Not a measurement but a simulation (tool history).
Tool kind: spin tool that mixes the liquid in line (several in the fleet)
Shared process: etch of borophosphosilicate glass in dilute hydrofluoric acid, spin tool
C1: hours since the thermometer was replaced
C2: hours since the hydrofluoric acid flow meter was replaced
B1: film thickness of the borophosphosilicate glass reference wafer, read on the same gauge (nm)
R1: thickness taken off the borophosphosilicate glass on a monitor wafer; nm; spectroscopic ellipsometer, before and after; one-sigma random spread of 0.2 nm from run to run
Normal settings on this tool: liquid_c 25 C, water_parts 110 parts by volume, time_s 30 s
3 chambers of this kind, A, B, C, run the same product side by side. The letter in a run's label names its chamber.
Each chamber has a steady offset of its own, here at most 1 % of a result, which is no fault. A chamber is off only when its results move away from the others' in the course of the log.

run 1A hour=4.2 | liquid_c=25 water_parts=110 time_s=30 | C1=746.8 C2=424.5 | B1=139.98 | R1=20.652
run 2C hour=8.7 | liquid_c=25 water_parts=110 time_s=30 | C1=457.6 C2=871.2 | B1=140.03 | R1=20.526
run 3B hour=12.6 | liquid_c=25 water_parts=110 time_s=30 | C1=387.3 C2=758.9 | B1=139.99 | R1=20.572
run 4B hour=15.5 | liquid_c=25 water_parts=110 time_s=30 | C1=390.2 C2=761.8 | B1=139.98 | R1=21.031
run 5C hour=18.6 | liquid_c=25 water_parts=110 time_s=30 | C1=467.5 C2=881.1 | B1=140 | R1=20.546
run 6A hour=21.9 | liquid_c=25 water_parts=110 time_s=30 | C1=764.5 C2=442.2 | B1=140.01 | R1=20.424
run 7B hour=24.1 | liquid_c=25 water_parts=110 time_s=30 | C1=398.8 C2=770.4 | B1=140.03 | R1=20.78
run 8C hour=27.8 | liquid_c=25 water_parts=110 time_s=30 | C1=476.7 C2=890.3 | B1=140 | R1=20.657
run 9A hour=30.6 | liquid_c=25 water_parts=110 time_s=30 | C1=773.2 C2=450.9 | B1=140 | R1=20.674
run 10A hour=33.1 | liquid_c=25 water_parts=110 time_s=30 | C1=775.7 C2=453.4 | B1=140.02 | R1=20.77
run 11C hour=35.7 | liquid_c=25 water_parts=110 time_s=30 | C1=484.6 C2=898.2 | B1=140.02 | R1=20.726
run 12B hour=39.9 | liquid_c=29 water_parts=65 time_s=30 | C1=414.6 C2=786.2 | B1=140.03 | R1=43.725
run 13C hour=44.4 | liquid_c=29 water_parts=65 time_s=30 | C1=493.3 C2=906.9 | B1=139.98 | R1=43.539
run 14B hour=48.9 | liquid_c=29 water_parts=65 time_s=30 | C1=423.6 C2=795.2 | B1=139.99 | R1=43.692
run 15A hour=51.3 | liquid_c=25 water_parts=110 time_s=30 | C1=793.9 C2=471.6 | B1=140.02 | R1=21.212
run 16A hour=53.7 | liquid_c=25 water_parts=110 time_s=30 | C1=796.3 C2=474 | B1=140 | R1=20.834
run 17B hour=56.7 | liquid_c=25 water_parts=110 time_s=30 | C1=431.4 C2=803 | B1=139.99 | R1=20.405
run 18C hour=59.9 | liquid_c=25 water_parts=110 time_s=30 | C1=508.8 C2=922.4 | B1=139.99 | R1=20.715
run 19A hour=64 | liquid_c=25 water_parts=110 time_s=30 | C1=806.6 C2=484.3 | B1=140 | R1=20.394
run 20C hour=66.7 | liquid_c=25 water_parts=110 time_s=30 | C1=515.6 C2=929.2 | B1=139.98 | R1=20.698
run 21B hour=71.1 | liquid_c=25 water_parts=110 time_s=30 | C1=445.8 C2=817.4 | B1=139.99 | R1=20.494
run 22A hour=75 | liquid_c=25 water_parts=110 time_s=30 | C1=817.6 C2=495.3 | B1=139.99 | R1=21.028
run 23C hour=77.5 | liquid_c=25 water_parts=110 time_s=30 | C1=526.4 C2=940 | B1=140.01 | R1=20.792
run 24B hour=80.5 | liquid_c=25 water_parts=110 time_s=30 | C1=455.2 C2=826.8 | B1=140.02 | R1=20.294
run 25A hour=85 | liquid_c=25 water_parts=110 time_s=30 | C1=827.6 C2=505.3 | B1=139.96 | R1=20.407
run 26B hour=88.3 | liquid_c=25 water_parts=110 time_s=30 | C1=463 C2=834.6 | B1=139.99 | R1=19.864
run 27C hour=91.5 | liquid_c=25 water_parts=110 time_s=30 | C1=540.4 C2=954 | B1=139.99 | R1=20.595
run 28B hour=95.8 | liquid_c=25 water_parts=110 time_s=30 | C1=470.5 C2=842.1 | B1=140.01 | R1=20.132
run 29C hour=99.9 | liquid_c=25 water_parts=110 time_s=30 | C1=548.8 C2=962.4 | B1=139.97 | R1=20.81
run 30A hour=104.5 | liquid_c=21.5 water_parts=110 time_s=30 | C1=847.1 C2=524.8 | B1=140 | R1=18.366
run 31B hour=108.6 | liquid_c=21.5 water_parts=110 time_s=30 | C1=483.3 C2=854.9 | B1=140 | R1=16.915
run 32C hour=113 | liquid_c=21.5 water_parts=110 time_s=30 | C1=561.9 C2=975.5 | B1=139.98 | R1=18.072
run 33A hour=115.1 | liquid_c=25 water_parts=110 time_s=30 | C1=857.7 C2=535.4 | B1=139.98 | R1=20.781
run 34B hour=119.8 | liquid_c=25 water_parts=110 time_s=30 | C1=494.5 C2=866.1 | B1=139.99 | R1=19.341
run 35C hour=122.3 | liquid_c=25 water_parts=110 time_s=30 | C1=571.2 C2=984.8 | B1=140 | R1=20.748

What goes on in this fleet: one chamber off, a drifting gauge, or nothing beyond the chambers' own small offsets? Name the chamber and the cause, if any.

It is chamber B that slowly wanders off from its peers.
Most likely cause: liquid colder than its thermometer reads (K) = 2.32.
The log may not separate it from: hydrofluoric acid flow below the setpoint (%).

Here are 4 candidates for chamber B's next run, each the usual settings with a change, their results left as question marks. Which one brings its results back in line with what the others give on the usual settings?
To be in line, a result may differ from the other chambers' mean on the usual settings by at most: R1 0.69 nm
run 36B-1 hour=125.6 | liquid_c=25.5 water_parts=110 time_s=30 | R1=?
run 36B-2 hour=125.6 | liquid_c=22.5 water_parts=110 time_s=30 | R1=?
run 36B-3 hour=125.6 | liquid_c=27.5 water_parts=110 time_s=30 | R1=?
run 36B-4 hour=125.6 | liquid_c=24.5 water_parts=110 time_s=30 | R1=?

Average result of the remaining chambers running the usual settings: R1 20.716 nm
run=36B-1 R1=19.339
run=36B-2 R1=17.17
run=36B-3 R1=20.894
run=36B-4 R1=18.591
With 36B-3, the chamber falls back in line with the rest.
